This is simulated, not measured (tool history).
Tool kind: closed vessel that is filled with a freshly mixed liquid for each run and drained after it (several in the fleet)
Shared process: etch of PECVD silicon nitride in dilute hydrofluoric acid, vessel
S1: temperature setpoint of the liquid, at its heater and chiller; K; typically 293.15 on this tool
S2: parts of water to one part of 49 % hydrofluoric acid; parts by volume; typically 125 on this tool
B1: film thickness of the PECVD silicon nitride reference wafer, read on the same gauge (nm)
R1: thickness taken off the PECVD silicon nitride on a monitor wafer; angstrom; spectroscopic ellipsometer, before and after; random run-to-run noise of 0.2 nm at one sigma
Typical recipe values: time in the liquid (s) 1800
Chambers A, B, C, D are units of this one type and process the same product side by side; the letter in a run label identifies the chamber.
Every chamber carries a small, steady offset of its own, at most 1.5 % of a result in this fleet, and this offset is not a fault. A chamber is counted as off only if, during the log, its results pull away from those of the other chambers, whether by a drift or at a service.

run 1B day=0.333 | S1=293.15 S2=125 time_in_the_liquid_(s)=1800 | B1=89.995 | R1=230.05
run 2A day=0.825 | S1=293.15 S2=125 time_in_the_liquid_(s)=1800 | B1=89.993 | R1=232.48
run 3C day=1.375 | S1=293.15 S2=125 time_in_the_liquid_(s)=1800 | B1=90.016 | R1=231.77
run 4D day=1.679 | S1=293.15 S2=125 time_in_the_liquid_(s)=1800 | B1=89.979 | R1=233.45
run 5D day=1.979 | S1=293.15 S2=125 time_in_the_liquid_(s)=1800 | B1=89.993 | R1=233.14
run 6C day=2.525 | S1=293.15 S2=125 time_in_the_liquid_(s)=1800 | B1=89.999 | R1=226.62
run 7B day=2.95 | S1=293.15 S2=125 time_in_the_liquid_(s)=1800 | B1=89.997 | R1=233.25
run 8A day=3.338 | S1=293.15 S2=125 time_in_the_liquid_(s)=1800 | B1=89.978 | R1=228.09
-- day=3.512 chamber A: thermometer replaced
-- day=3.821 chamber B: thermometer replaced
run 9A day=4 | S1=296.65 S2=125 time_in_the_liquid_(s)=1265 | B1=89.994 | R1=203.58
run 10C day=4.371 | S1=296.65 S2=125 time_in_the_liquid_(s)=1265 | B1=89.999 | R1=208.01
run 11D day=4.7 | S1=296.65 S2=125 time_in_the_liquid_(s)=1265 | B1=90.01 | R1=207.59
run 12B day=5.104 | S1=296.65 S2=125 time_in_the_liquid_(s)=1265 | B1=89.996 | R1=207.52
run 13D day=5.658 | S1=293.15 S2=125 time_in_the_liquid_(s)=1800 | B1=89.988 | R1=233.67
run 14C day=6.092 | S1=293.15 S2=125 time_in_the_liquid_(s)=1800 | B1=89.98 | R1=237
run 15A day=6.775 | S1=293.15 S2=125 time_in_the_liquid_(s)=1800 | B1=89.98 | R1=232.59
run 16B day=7.221 | S1=293.15 S2=125 time_in_the_liquid_(s)=1800 | B1=90.017 | R1=232.6
run 17D day=7.792 | S1=293.15 S2=125 time_in_the_liquid_(s)=1800 | B1=90.014 | R1=232.22
run 18A day=8.392 | S1=293.15 S2=125 time_in_the_liquid_(s)=1800 | B1=90.014 | R1=227.93
run 19B day=8.988 | S1=293.15 S2=125 time_in_the_liquid_(s)=1800 | B1=89.985 | R1=233.17
run 20C day=9.425 | S1=293.15 S2=125 time_in_the_liquid_(s)=1800 | B1=89.993 | R1=239.45
run 21B day=9.875 | S1=293.15 S2=125 time_in_the_liquid_(s)=1800 | B1=89.997 | R1=231.71
run 22A day=10.525 | S1=290.15 S2=125 time_in_the_liquid_(s)=1800 | B1=89.999 | R1=191.28
run 23C day=10.85 | S1=290.15 S2=125 time_in_the_liquid_(s)=1800 | B1=90 | R1=198.13
run 24D day=11.229 | S1=290.15 S2=125 time_in_the_liquid_(s)=1800 | B1=90.001 | R1=189.5
run 25A day=11.642 | S1=290.15 S2=125 time_in_the_liquid_(s)=1800 | B1=89.978 | R1=190.55
run 26C day=12.017 | S1=293.15 S2=125 time_in_the_liquid_(s)=1800 | B1=89.996 | R1=247.42
-- day=12.183 chamber D: thermometer replaced
run 27D day=12.354 | S1=293.15 S2=175 time_in_the_liquid_(s)=1800 | B1=89.993 | R1=168.42
-- day=12.629 chamber D: hydrofluoric acid flow meter replaced
run 28B day=12.733 | S1=293.15 S2=175 time_in_the_liquid_(s)=1800 | B1=90.008 | R1=166.49
run 29D day=13.412 | S1=293.15 S2=175 time_in_the_liquid_(s)=1800 | B1=90.001 | R1=167.01
run 30A day=14 | S1=293.15 S2=175 time_in_the_liquid_(s)=1800 | B1=89.996 | R1=165.78
run 31C day=14.646 | S1=293.15 S2=125 time_in_the_liquid_(s)=1800 | B1=90.025 | R1=246.14
run 32B day=14.992 | S1=293.15 S2=125 time_in_the_liquid_(s)=1800 | B1=89.998 | R1=233
run 33B day=15.462 | S1=293.15 S2=125 time_in_the_liquid_(s)=1800 | B1=89.99 | R1=236.81
run 34A day=15.958 | S1=293.15 S2=125 time_in_the_liquid_(s)=1800 | B1=89.985 | R1=232.75
run 35D day=16.425 | S1=293.15 S2=125 time_in_the_liquid_(s)=1800 | B1=89.997 | R1=232.5
run 36C day=16.775 | S1=293.15 S2=125 time_in_the_liquid_(s)=1800 | B1=90.001 | R1=251.57
run 37C day=17.238 | S1=293.15 S2=155 time_in_the_liquid_(s)=1455 | B1=90.017 | R1=166.12
run 38D day=17.683 | S1=293.15 S2=155 time_in_the_liquid_(s)=1455 | B1=89.977 | R1=148.73
run 39B day=18.188 | S1=293.15 S2=155 time_in_the_liquid_(s)=1455 | B1=90.011 | R1=154.67
run 40A day=18.558 | S1=293.15 S2=155 time_in_the_liquid_(s)=1455 | B1=89.981 | R1=151.33
run 41B day=19.158 | S1=293.15 S2=125 time_in_the_liquid_(s)=1800 | B1=89.993 | R1=236.59

The same settings go to every chamber for the next run, one line per chamber below. Forecast the results for each:
run 42A day=19.654 | S1=295.15 S2=125 time_in_the_liquid_(s)=1800 | R1=?
run 42B day=19.654 | S1=295.15 S2=125 time_in_the_liquid_(s)=1800 | R1=?
run 42C day=19.654 | S1=295.15 S2=125 time_in_the_liquid_(s)=1800 | R1=?
run 42D day=19.654 | S1=295.15 S2=125 time_in_the_liquid_(s)=1800 | R1=?

run=42A R1=262.93
run=42B R1=267.51
run=42C R1=293.87
run=42D R1=264.1
